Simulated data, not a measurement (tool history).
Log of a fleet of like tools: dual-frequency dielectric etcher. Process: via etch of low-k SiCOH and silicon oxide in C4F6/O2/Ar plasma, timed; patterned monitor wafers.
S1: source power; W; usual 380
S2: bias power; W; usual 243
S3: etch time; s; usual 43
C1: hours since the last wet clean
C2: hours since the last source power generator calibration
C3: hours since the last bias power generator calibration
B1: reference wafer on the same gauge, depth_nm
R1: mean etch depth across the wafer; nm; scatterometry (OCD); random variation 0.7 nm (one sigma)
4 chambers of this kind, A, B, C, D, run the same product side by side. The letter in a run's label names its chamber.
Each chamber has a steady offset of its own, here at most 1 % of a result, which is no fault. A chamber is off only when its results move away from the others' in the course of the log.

run,hour,S1,S2,S3,C1,C2,C3,B1,R1
# hour 7.4: chamber C: source power generator calibrated
1B,9.4,380,243,43,268.5,448.8,1785.1,127.91,108.52
2C,19.6,380,243,43,473.7,12.3,118.7,127.91,110.5
3D,27.3,380,243,43,50.5,2116.7,2091.2,127.8,110.33
4A,32.9,380,243,43,109.1,1528.2,1715,128.1,108.62
5B,42.4,380,243,43,301.5,481.8,1818.1,128.04,108.18
6D,52.7,380,243,43,75.9,2142.1,2116.6,128.25,111.4
7A,59.6,380,243,43,135.8,1554.9,1741.7,127.9,108.76
8C,66.1,380,243,43,520.2,58.8,165.2,128,109.78
9A,71.5,380,243,43,147.7,1566.8,1753.6,127.75,110.12
10D,77.7,380,243,43,100.9,2167.1,2141.6,127.75,111.42
11B,84,380,243,43,343.1,523.4,1859.7,127.95,108.91
12C,93.9,380,243,43,548,86.6,193,128.12,111.68
13B,104,380,243,43,363.1,543.4,1879.7,127.82,109.89
14D,110.6,380,243,43,133.8,2200,2174.5,128.02,110.02
15C,116.3,380,243,43,570.4,109,215.4,127.85,109.78
16A,127,380,243,43,203.2,1622.3,1809.1,128.11,109.62
17A,132.8,380,243,43,209,1628.1,1814.9,127.99,109.53
18C,143.4,380,243,43,597.5,136.1,242.5,128.21,110.64
# hour 149.5: chamber C: wet clean of the chamber
19B,151.9,380,243,43,411,591.3,1927.6,128.09,110.71
20D,158.9,380,243,43,182.1,2248.3,2222.8,127.92,110.41
21A,169.3,380,243,43,245.5,1664.6,1851.4,128.19,109.73
22B,174.6,380,243,43,433.7,614,1950.3,128.04,108.69
23D,184.5,380,243,43,207.7,2273.9,2248.4,128.09,110.58
24C,195.6,380,243,43,46.1,188.3,294.7,128.17,110.63
25B,203.8,380,194,43,462.9,643.2,1979.5,127.88,100.24
# hour 212.3: chamber B: wet clean of the chamber
26D,214.4,380,194,43,237.6,2303.8,2278.3,128.07,102.26
27C,221.9,380,194,43,72.4,214.6,321,127.99,102.09
28A,227.3,380,194,43,303.5,1722.6,1909.4,128.25,100.83
29B,234.5,380,243,43,22.2,673.9,2010.2,127.93,109.8
30C,240.7,380,243,43,91.2,233.4,339.8,128.19,111.27
31D,249.9,380,243,43,273.1,2339.3,2313.8,128.05,110.72
32A,260,380,243,43,336.2,1755.3,1942.1,127.98,110.4
33B,266.6,380,243,43,54.3,706,2042.3,127.82,108.34
34D,277.9,380,243,43,301.1,2367.3,2341.8,127.87,111.59
35A,284,380,243,43,360.2,1779.3,1966.1,127.85,109.46
36C,291.2,380,243,43,141.7,283.9,390.3,128.02,109.61

Is one chamber off against the others, does the gauge drift, or is nothing wrong? If a chamber is off, say which, and what the likeliest cause is.

No chamber stands off beyond its own small offset, and the gauge holds steady.
